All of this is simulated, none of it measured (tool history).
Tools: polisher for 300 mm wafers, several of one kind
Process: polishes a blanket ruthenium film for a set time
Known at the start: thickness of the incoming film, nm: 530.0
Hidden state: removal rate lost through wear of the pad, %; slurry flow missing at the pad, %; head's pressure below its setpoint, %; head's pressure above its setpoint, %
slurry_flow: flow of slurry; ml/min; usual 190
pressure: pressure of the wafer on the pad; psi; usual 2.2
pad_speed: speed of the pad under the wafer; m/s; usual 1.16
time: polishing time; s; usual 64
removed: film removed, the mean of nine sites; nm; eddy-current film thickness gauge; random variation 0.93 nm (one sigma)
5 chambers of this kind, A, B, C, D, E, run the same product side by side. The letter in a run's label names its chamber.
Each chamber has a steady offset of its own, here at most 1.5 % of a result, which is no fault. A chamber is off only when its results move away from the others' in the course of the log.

run	hour	slurry_flow	pressure	pad_speed	time	wafers polished on this pad	hours since the slurry nozzle was cleaned	hours since the head pressure was calibrated	removed
1C	5.3	190	2.2	1.16	64	333	431	493.5	86.238
2B	15.6	190	2.2	1.16	64	941	149.3	417.5	86.044
# hour 21.9: chamber D: worn pad replaced by a new one
3E	22.3	190	2.2	1.16	64	871	389.9	342.8	86.006
4D	30.4	190	2.2	1.16	64	71	159.3	650.7	86.267
5A	38.5	190	2.2	1.16	64	556	285.4	719.9	84.978
# hour 41.9: chamber B: worn pad replaced by a new one
6C	43.6	190	2.2	1.16	64	650	469.3	531.8	85.131
# hour 47.6: chamber E: worn pad replaced by a new one
7D	48.9	190	2.2	1.16	64	223	177.8	669.2	87.31
8E	57.8	190	2.2	1.16	64	84	425.4	378.3	85.091
# hour 58.7: chamber A: worn pad replaced by a new one
9A	68.8	190	2.2	1.16	64	83	315.7	750.2	85.687
10B	76	190	2.2	1.16	64	282	209.7	477.9	85.844
11C	80.9	190	2.2	1.16	43	958	506.6	569.1	57.062
# hour 85.2: chamber E: head pressure recalibrated
12A	90.3	190	2.2	1.16	43	261	337.2	771.7	57.886
# hour 92.3: chamber C: worn pad replaced by a new one
13D	99.7	190	2.2	1.16	43	643	228.6	720	58.887
14E	106.8	190	2.2	1.16	43	489	474.4	21.7	56.496
15B	112.8	190	2.2	1.16	43	586	246.5	514.7	57.334
# hour 117: chamber D: worn pad replaced by a new one
16A	120.8	155	2.2	1.38	64	513	367.7	802.2	97.44
17C	126.7	155	2.2	1.38	64	284	552.4	614.9	97.736
18E	135.5	155	2.2	1.38	64	726	503.1	50.4	97.889
19D	140.9	155	2.2	1.38	64	198	269.8	761.2	99.654
# hour 145.5: chamber A: worn pad replaced by a new one
20B	146.9	155	2.2	1.38	64	867	280.6	548.8	99.596
21D	157.9	190	2.2	1.16	64	338	286.8	778.2	87.556
22C	165	190	2.2	1.16	64	600	590.7	653.2	86.897
23E	172.3	190	2.2	1.16	64	1030	539.9	87.2	87.498
24A	178.5	190	2.2	1.16	64	273	425.4	859.9	82.191
# hour 181.1: chamber E: worn pad replaced by a new one
25B	187.7	190	2.2	0.82	64	1205	321.4	589.6	59.744
# hour 192.9: chamber D: worn pad replaced by a new one
# hour 192.9: chamber D: slurry nozzle cleaned
26A	195.4	190	2.2	0.82	64	413	442.3	876.8	58.054
# hour 198.7: chamber A: slurry nozzle cleaned
# hour 200.7: chamber B: worn pad replaced by a new one
27E	205.4	190	2.2	0.82	64	200	573	120.3	59.622
28D	215.4	190	2.2	0.82	64	185	22.6	835.7	61.379
29C	222.4	190	2.2	0.82	64	1075	648.1	710.6	61.68
30B	233.3	190	2.2	1.16	64	269	367	635.2	85.863
# hour 233.7: chamber A: worn pad replaced by a new one
31A	241.8	190	2.2	1.16	64	67	43.2	923.2	80.047
32D	250.3	250	2.2	1.16	64	474	57.5	870.6	90.142
# hour 250.8: chamber C: worn pad replaced by a new one
33C	256	250	2.2	1.16	64	43	681.7	744.2	88.741
34E	260.9	250	2.2	1.16	64	659	628.5	175.8	88.567

All 5 chambers run these settings next. Forecast each chamber's results:
35A	269	190	2.2	1.16	64				?
35B	269	190	2.2	1.16	64				?
35C	269	190	2.2	1.16	64				?
35D	269	190	2.2	1.16	64				?
35E	269	190	2.2	1.16	64				?

run	removed
35A	77.036
35B	86.895
35C	85.84
35D	85.398
35E	86.222
